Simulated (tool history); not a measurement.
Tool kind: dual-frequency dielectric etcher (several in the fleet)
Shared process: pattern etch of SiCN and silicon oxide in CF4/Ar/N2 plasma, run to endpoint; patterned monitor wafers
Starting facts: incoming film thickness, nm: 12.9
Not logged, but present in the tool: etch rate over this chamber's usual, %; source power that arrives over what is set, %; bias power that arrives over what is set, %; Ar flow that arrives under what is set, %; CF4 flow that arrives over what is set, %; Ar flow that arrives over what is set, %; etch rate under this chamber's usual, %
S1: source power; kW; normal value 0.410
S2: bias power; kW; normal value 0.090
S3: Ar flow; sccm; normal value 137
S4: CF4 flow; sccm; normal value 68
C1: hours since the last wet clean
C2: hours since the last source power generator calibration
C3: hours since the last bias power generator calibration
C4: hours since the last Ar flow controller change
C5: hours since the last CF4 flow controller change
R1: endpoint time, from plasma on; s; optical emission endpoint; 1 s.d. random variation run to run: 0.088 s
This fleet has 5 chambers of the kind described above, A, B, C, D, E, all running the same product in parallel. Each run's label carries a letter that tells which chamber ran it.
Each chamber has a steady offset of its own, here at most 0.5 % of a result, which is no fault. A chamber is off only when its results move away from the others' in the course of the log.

{"run": "1A", "hour": 12.1, "S1": 0.41, "S2": 0.09, "S3": 137, "S4": 68, "C1": 14.1, "C2": 88.8, "C3": 3295.6, "C4": 2764.9, "C5": 2622.4, "R1": 15.784}
{"run": "2C", "hour": 24.2, "S1": 0.41, "S2": 0.09, "S3": 137, "S4": 68, "C1": 144.4, "C2": 2590.8, "C3": 2240.3, "C4": 1068.2, "C5": 1745.3, "R1": 15.913}
{"run": "3D", "hour": 35.4, "S1": 0.41, "S2": 0.09, "S3": 137, "S4": 68, "C1": 281.7, "C2": 1117.4, "C3": 351.6, "C4": 1884.6, "C5": 890.0, "R1": 15.716}
{"run": "4B", "hour": 41.4, "S1": 0.41, "S2": 0.09, "S3": 137, "S4": 68, "C1": 216.4, "C2": 1283.7, "C3": 923.0, "C4": 664.6, "C5": 2675.8, "R1": 15.893}
{"hour": 44.8, "done": "chamber A: CF4 flow controller replaced"}
{"run": "5E", "hour": 49.9, "S1": 0.41, "S2": 0.09, "S3": 137, "S4": 68, "C1": 177.4, "C2": 2664.5, "C3": 3062.6, "C4": 1797.4, "C5": 1289.5, "R1": 15.855}
{"run": "6A", "hour": 60.2, "S1": 0.41, "S2": 0.09, "S3": 137, "S4": 68, "C1": 62.2, "C2": 136.9, "C3": 3343.7, "C4": 2813.0, "C5": 15.5, "R1": 15.814}
{"run": "7E", "hour": 70.6, "S1": 0.41, "S2": 0.09, "S3": 137, "S4": 61, "C1": 198.1, "C2": 2685.2, "C3": 3083.3, "C4": 1818.1, "C5": 1310.2, "R1": 16.038}
{"run": "8B", "hour": 79.3, "S1": 0.41, "S2": 0.09, "S3": 137, "S4": 61, "C1": 254.3, "C2": 1321.6, "C3": 960.9, "C4": 702.5, "C5": 2713.7, "R1": 16.1}
{"run": "9C", "hour": 86.6, "S1": 0.41, "S2": 0.09, "S3": 137, "S4": 61, "C1": 206.8, "C2": 2653.2, "C3": 2302.7, "C4": 1130.6, "C5": 1807.7, "R1": 16.173}
{"run": "10D", "hour": 94.1, "S1": 0.41, "S2": 0.09, "S3": 137, "S4": 61, "C1": 340.4, "C2": 1176.1, "C3": 410.3, "C4": 1943.3, "C5": 948.7, "R1": 15.917}
{"run": "11C", "hour": 105.3, "S1": 0.41, "S2": 0.09, "S3": 137, "S4": 61, "C1": 225.5, "C2": 2671.9, "C3": 2321.4, "C4": 1149.3, "C5": 1826.4, "R1": 16.122}
{"run": "12A", "hour": 112.2, "S1": 0.41, "S2": 0.09, "S3": 137, "S4": 68, "C1": 114.2, "C2": 188.9, "C3": 3395.7, "C4": 2865.0, "C5": 67.5, "R1": 15.702}
{"run": "13E", "hour": 124.2, "S1": 0.41, "S2": 0.09, "S3": 137, "S4": 68, "C1": 251.7, "C2": 2738.8, "C3": 3136.9, "C4": 1871.7, "C5": 1363.8, "R1": 16.064}
{"run": "14B", "hour": 133.6, "S1": 0.41, "S2": 0.09, "S3": 137, "S4": 68, "C1": 308.6, "C2": 1375.9, "C3": 1015.2, "C4": 756.8, "C5": 2768.0, "R1": 15.821}
{"run": "15D", "hour": 142.7, "S1": 0.41, "S2": 0.09, "S3": 137, "S4": 68, "C1": 389.0, "C2": 1224.7, "C3": 458.9, "C4": 1991.9, "C5": 997.3, "R1": 15.572}
{"run": "16D", "hour": 149.1, "S1": 0.41, "S2": 0.09, "S3": 137, "S4": 68, "C1": 395.4, "C2": 1231.1, "C3": 465.3, "C4": 1998.3, "C5": 1003.7, "R1": 15.665}
{"run": "17B", "hour": 157.3, "S1": 0.41, "S2": 0.109, "S3": 137, "S4": 68, "C1": 332.3, "C2": 1399.6, "C3": 1038.9, "C4": 780.5, "C5": 2791.7, "R1": 14.658}
{"run": "18A", "hour": 167.1, "S1": 0.41, "S2": 0.109, "S3": 137, "S4": 68, "C1": 169.1, "C2": 243.8, "C3": 3450.6, "C4": 2919.9, "C5": 122.4, "R1": 14.714}
{"run": "19C", "hour": 175.4, "S1": 0.41, "S2": 0.109, "S3": 137, "S4": 68, "C1": 295.6, "C2": 2742.0, "C3": 2391.5, "C4": 1219.4, "C5": 1896.5, "R1": 14.635}
{"run": "20E", "hour": 185.3, "S1": 0.41, "S2": 0.109, "S3": 137, "S4": 68, "C1": 312.8, "C2": 2799.9, "C3": 3198.0, "C4": 1932.8, "C5": 1424.9, "R1": 15.125}
{"run": "21B", "hour": 191.2, "S1": 0.41, "S2": 0.109, "S3": 137, "S4": 68, "C1": 366.2, "C2": 1433.5, "C3": 1072.8, "C4": 814.4, "C5": 2825.6, "R1": 14.767}
{"run": "22D", "hour": 196.8, "S1": 0.41, "S2": 0.09, "S3": 137, "S4": 68, "C1": 443.1, "C2": 1278.8, "C3": 513.0, "C4": 2046.0, "C5": 1051.4, "R1": 15.788}
{"hour": 207.4, "done": "chamber A: bias power generator calibrated"}
{"run": "23E", "hour": 208.8, "S1": 0.41, "S2": 0.09, "S3": 137, "S4": 68, "C1": 336.3, "C2": 2823.4, "C3": 3221.5, "C4": 1956.3, "C5": 1448.4, "R1": 16.143}
{"run": "24C", "hour": 219.3, "S1": 0.41, "S2": 0.09, "S3": 137, "S4": 68, "C1": 339.5, "C2": 2785.9, "C3": 2435.4, "C4": 1263.3, "C5": 1940.4, "R1": 15.73}
{"run": "25A", "hour": 225.4, "S1": 0.41, "S2": 0.09, "S3": 137, "S4": 68, "C1": 227.4, "C2": 302.1, "C3": 18.0, "C4": 2978.2, "C5": 180.7, "R1": 15.767}
{"run": "26E", "hour": 233.4, "S1": 0.41, "S2": 0.09, "S3": 137, "S4": 68, "C1": 360.9, "C2": 2848.0, "C3": 3246.1, "C4": 1980.9, "C5": 1473.0, "R1": 16.428}
{"run": "27A", "hour": 241.3, "S1": 0.41, "S2": 0.09, "S3": 137, "S4": 68, "C1": 243.3, "C2": 318.0, "C3": 33.9, "C4": 2994.1, "C5": 196.6, "R1": 15.842}
{"run": "28C", "hour": 249.7, "S1": 0.41, "S2": 0.09, "S3": 137, "S4": 68, "C1": 369.9, "C2": 2816.3, "C3": 2465.8, "C4": 1293.7, "C5": 1970.8, "R1": 15.756}
{"run": "29D", "hour": 256.6, "S1": 0.41, "S2": 0.09, "S3": 137, "S4": 68, "C1": 502.9, "C2": 1338.6, "C3": 572.8, "C4": 2105.8, "C5": 1111.2, "R1": 15.615}
{"run": "30B", "hour": 263.9, "S1": 0.41, "S2": 0.09, "S3": 137, "S4": 68, "C1": 438.9, "C2": 1506.2, "C3": 1145.5, "C4": 887.1, "C5": 2898.3, "R1": 15.772}
{"run": "31C", "hour": 273.8, "S1": 0.41, "S2": 0.09, "S3": 137, "S4": 68, "C1": 394.0, "C2": 2840.4, "C3": 2489.9, "C4": 1317.8, "C5": 1994.9, "R1": 15.76}

Is one chamber out of step, is the gauge drifting, or do the chambers differ by no more than their own small offsets? For an off chamber, give its letter and the likeliest cause.

Little by little, chamber E moves away from the other chambers.
What lies behind it: etch rate under this chamber's usual, % = 3.75.
The log may not separate it from: source power that arrives under what is set, %.

Chamber E could run next with any of the 4 candidate recipes listed below; each alters the usual settings, and their results appear as question marks. Which one brings its results back in line with what the other chambers deliver on the usual settings?
Allowed miss from the other chambers' usual-settings mean, per result, to count as in line: R1 0.310 s
{"run": "32E-1", "hour": 282.9, "S1": 0.41, "S2": 0.088, "S3": 137, "S4": 68, "R1": "?"}
{"run": "32E-2", "hour": 282.9, "S1": 0.43, "S2": 0.09, "S3": 137, "S4": 68, "R1": "?"}
{"run": "32E-3", "hour": 282.9, "S1": 0.41, "S2": 0.091, "S3": 136, "S4": 68, "R1": "?"}
{"run": "32E-4", "hour": 282.9, "S1": 0.41, "S2": 0.081, "S3": 137, "S4": 65, "R1": "?"}

The mean the other chambers reach with the usual settings: R1 15.785 s
run=32E-1 R1=16.640
run=32E-2 R1=15.840
run=32E-3 R1=16.415
run=32E-4 R1=17.280
It is 32E-2 that realigns the chamber with its peers.

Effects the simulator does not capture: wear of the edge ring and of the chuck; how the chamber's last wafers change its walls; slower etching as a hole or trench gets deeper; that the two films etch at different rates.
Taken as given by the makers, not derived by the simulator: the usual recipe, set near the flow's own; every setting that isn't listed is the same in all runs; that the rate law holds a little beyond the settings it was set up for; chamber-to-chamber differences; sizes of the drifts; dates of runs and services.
